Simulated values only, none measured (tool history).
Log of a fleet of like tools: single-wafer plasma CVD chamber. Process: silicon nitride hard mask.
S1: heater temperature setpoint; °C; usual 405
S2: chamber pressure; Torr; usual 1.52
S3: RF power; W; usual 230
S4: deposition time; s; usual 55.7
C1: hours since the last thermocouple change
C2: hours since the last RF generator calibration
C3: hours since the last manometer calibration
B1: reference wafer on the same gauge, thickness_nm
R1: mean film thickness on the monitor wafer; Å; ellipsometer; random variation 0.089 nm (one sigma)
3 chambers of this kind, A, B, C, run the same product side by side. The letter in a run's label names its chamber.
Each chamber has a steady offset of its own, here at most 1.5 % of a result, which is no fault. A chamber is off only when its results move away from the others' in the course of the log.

| run | day | S1 | S2 | S3 | S4 | C1 | C2 | C3 | B1 | R1 |
|---|---|---|---|---|---|---|---|---|---|---|
| 1B | 0.479 | 405 | 1.52 | 230 | 55.7 | 2585.1 | 1142.5 | 1392.4 | 47.187 | 517.51 |
| 2A | 0.879 | 405 | 1.52 | 230 | 55.7 | 1286.5 | 511.7 | 677.6 | 47.185 | 524.88 |
| 3C | 1.154 | 405 | 1.52 | 230 | 55.7 | 2330.1 | 1715.1 | 1825.4 | 47.18 | 523.23 |
| 4B | 1.621 | 405 | 1.52 | 230 | 55.7 | 2612.5 | 1169.9 | 1419.8 | 47.161 | 516.78 |
| 5A | 1.917 | 405 | 1.52 | 230 | 55.7 | 1311.4 | 536.6 | 702.5 | 47.176 | 525.64 |
| 6C | 2.346 | 405 | 1.52 | 230 | 55.7 | 2358.7 | 1743.7 | 1854 | 47.155 | 523.02 |
| 7A | 2.583 | 405 | 1.52 | 230 | 55.7 | 1327.4 | 552.6 | 718.5 | 47.139 | 524.89 |
| 8B | 3.054 | 405 | 1.52 | 230 | 55.7 | 2646.9 | 1204.3 | 1454.2 | 47.123 | 516.31 |
| 9C | 3.446 | 405 | 1.52 | 230 | 55.7 | 2385.1 | 1770.1 | 1880.4 | 47.113 | 523.22 |
| 10B | 3.879 | 405 | 1.52 | 230 | 55.7 | 2666.7 | 1224.1 | 1474 | 47.098 | 515.48 |
| 11C | 4.25 | 405 | 1.52 | 230 | 55.7 | 2404.4 | 1789.4 | 1899.7 | 47.098 | 522.92 |
| 12A | 4.521 | 405 | 1.52 | 230 | 55.7 | 1373.9 | 599.1 | 765 | 47.086 | 523.33 |
| 13C | 4.888 | 405 | 1.52 | 230 | 55.7 | 2419.7 | 1804.7 | 1915 | 47.078 | 520.46 |
| 14B | 5.388 | 405 | 1.52 | 230 | 55.7 | 2702.9 | 1260.3 | 1510.2 | 47.074 | 517.06 |
| 15A | 5.846 | 405 | 1.52 | 230 | 55.7 | 1405.7 | 630.9 | 796.8 | 47.056 | 525.77 |
| 16C | 6.108 | 405 | 1.52 | 230 | 55.7 | 2449 | 1834 | 1944.3 | 47.068 | 522.7 |
|  | 6.154 | chamber B: capacitance manometer re-zeroed and calibrated |
| 17A | 6.617 | 405 | 1.52 | 230 | 55.7 | 1424.2 | 649.4 | 815.3 | 47.041 | 523.27 |
|  | 7.104 | chamber B: RF generator calibrated |
| 18B | 7.133 | 412 | 1.52 | 230 | 55.7 | 2744.8 | 0.8 | 23.6 | 47.012 | 514.08 |
| 19B | 7.412 | 412 | 1.52 | 230 | 55.7 | 2751.5 | 7.5 | 30.3 | 47.021 | 515.62 |
| 20A | 7.671 | 412 | 1.52 | 230 | 55.7 | 1449.5 | 674.7 | 840.6 | 47.017 | 523.12 |
| 21C | 8.108 | 405 | 1.52 | 230 | 55.7 | 2497 | 1882 | 1992.3 | 46.99 | 520.6 |
| 22C | 8.429 | 405 | 1.78 | 230 | 60.3 | 2504.7 | 1889.7 | 2000 | 46.989 | 589.1 |
| 23B | 8.767 | 405 | 1.78 | 230 | 60.3 | 2784 | 40 | 62.8 | 46.972 | 582.02 |
| 24A | 9.15 | 405 | 1.78 | 230 | 60.3 | 1485 | 710.2 | 876.1 | 46.973 | 593.67 |
|  | 9.346 | chamber B: thermocouple changed; heater temperature recalibrated |
| 25B | 9.629 | 405 | 1.52 | 230 | 52.3 | 6.9 | 60.7 | 83.5 | 46.981 | 484.31 |
| 26A | 9.967 | 405 | 1.52 | 230 | 52.3 | 1504.6 | 729.8 | 895.7 | 46.963 | 493.12 |
| 27C | 10.429 | 405 | 1.52 | 230 | 52.3 | 2552.7 | 1937.7 | 2048 | 46.954 | 490.35 |
| 28A | 10.8 | 405 | 1.52 | 230 | 55.7 | 1524.6 | 749.8 | 915.7 | 46.944 | 524.99 |
| 29B | 11.179 | 405 | 1.52 | 230 | 55.7 | 44.1 | 97.9 | 120.7 | 46.932 | 514.36 |
| 30C | 11.704 | 405 | 1.52 | 230 | 55.7 | 2583.3 | 1968.3 | 2078.6 | 46.909 | 520.53 |
| 31B | 11.967 | 405 | 1.52 | 230 | 55.7 | 63 | 116.8 | 139.6 | 46.94 | 513.84 |
| 32A | 12.246 | 405 | 1.52 | 275 | 55.7 | 1559.3 | 784.5 | 950.4 | 46.888 | 592.86 |
| 33C | 12.638 | 405 | 1.52 | 275 | 55.7 | 2605.7 | 1990.7 | 2101 | 46.89 | 591.43 |
|  | 12.683 | chamber C: RF generator calibrated |
| 34A | 12.929 | 405 | 1.52 | 275 | 55.7 | 1575.7 | 800.9 | 966.8 | 46.886 | 591.89 |
| 35C | 13.296 | 405 | 1.52 | 230 | 55.7 | 2621.5 | 14.8 | 2116.8 | 46.872 | 519.48 |

Is one chamber off against the others, does the gauge drift, or is nothing wrong? If a chamber is off, say which, and what the likeliest cause is.

The gauge drifts, so all chambers seem to drift together. No chamber is off.
Cause: gauge reads low (%) = 0.701.
